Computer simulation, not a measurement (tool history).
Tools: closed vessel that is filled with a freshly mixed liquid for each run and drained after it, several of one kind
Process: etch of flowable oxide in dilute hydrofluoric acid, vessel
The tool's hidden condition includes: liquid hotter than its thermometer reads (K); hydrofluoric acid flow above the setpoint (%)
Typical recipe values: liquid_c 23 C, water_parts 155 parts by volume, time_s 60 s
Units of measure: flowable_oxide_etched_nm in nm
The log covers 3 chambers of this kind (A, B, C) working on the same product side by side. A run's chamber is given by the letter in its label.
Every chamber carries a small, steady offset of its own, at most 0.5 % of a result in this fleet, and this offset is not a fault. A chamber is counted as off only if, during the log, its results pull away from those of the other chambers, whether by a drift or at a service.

run,hour,liquid_c,water_parts,time_s,hours since the thermometer was replaced,hours since the hydrofluoric acid flow meter was replaced,"read-back film thickness of the flowable oxide reference wafer, read on the same gauge (nm)",flowable_oxide_etched_nm
1C,8,23,155,60,236.7,236.2,50.019,14.582
2B,18.3,23,155,60,1995.5,455.4,49.994,14.592
3A,30.7,23,155,60,1903.4,405.9,50.001,14.445
4C,41.9,23,155,60,270.6,270.1,50.001,14.486
5B,50.6,23,155,60,2027.8,487.7,49.974,14.578
6A,56.5,23,155,60,1929.2,431.7,50.007,14.327
7C,68.7,23,155,60,297.4,296.9,49.99,14.296
8A,80.6,23,155,60,1953.3,455.8,49.985,14.446
9B,91.8,23,155,60,2069,528.9,50,14.323
10B,97.9,23,155,60,2075.1,535,49.997,14.396
11C,103.4,23,155,60,332.1,331.6,49.99,14.486
# hour 111.8: chamber B: hydrofluoric acid flow meter replaced
12A,116,23,155,60,1988.7,491.2,50.006,14.274
13C,122,23,155,60,350.7,350.2,50.008,14.508
14A,133.1,23,155,30,2005.8,508.3,50.003,7.2111
15B,139.6,23,155,30,2116.8,27.9,50.005,7.2111
16C,149.9,23,155,30,378.6,378.1,50.005,7.4268
17B,158.8,23,155,60,2136,47.1,50.006,14.363
18A,167.2,23,155,60,2039.9,542.4,50.012,14.441
19B,175.4,23,155,60,2152.6,63.7,50.012,14.474
20A,186.8,23,155,60,2059.5,562,49.992,14.362
21C,194.4,23,155,60,423.1,422.6,50.008,15.13
22B,205.5,23,155,60,2182.7,93.8,49.995,14.436
23A,217.4,23,155,60,2090.1,592.6,49.994,14.375
24C,224.2,23,155,60,452.9,452.4,50.006,15.34
25A,233.8,19.5,155,85,2106.5,609,50,17.824
26B,242.5,19.5,155,85,2219.7,130.8,50.003,17.857
27C,252.6,19.5,155,85,481.3,480.8,49.982,19.24

Does one chamber stand apart from the rest, does the shared gauge drift, or is all well apart from small per-chamber offsets? Give the chamber and the most likely cause, where there is one.

Chamber C drifts away from the others.
Cause: liquid hotter than its thermometer reads (K) = 2.12.
The log might look much the same if the cause were instead: hydrofluoric acid flow above the setpoint (%).

Which of the 4 candidates below, each the usual settings with something changed and its results left as question marks, puts chamber C back in line with what the other chambers give on the usual settings?
Allowed miss from the other chambers' usual-settings mean, per result, to count as in line: flowable_oxide_etched_nm 0.35 nm
28C-1,261.7,23,165,60,,,,?
28C-2,261.7,23.5,140,60,,,,?
28C-3,261.7,23,145,60,,,,?
28C-4,261.7,19.5,155,60,,,,?

Average result of the remaining chambers running the usual settings: flowable_oxide_etched_nm 14.403 nm
run,flowable_oxide_etched_nm
28C-1,14.466
28C-2,17.95
28C-3,16.886
28C-4,13.63
Change 28C-1 lands the chamber within the allowed miss of the other chambers.

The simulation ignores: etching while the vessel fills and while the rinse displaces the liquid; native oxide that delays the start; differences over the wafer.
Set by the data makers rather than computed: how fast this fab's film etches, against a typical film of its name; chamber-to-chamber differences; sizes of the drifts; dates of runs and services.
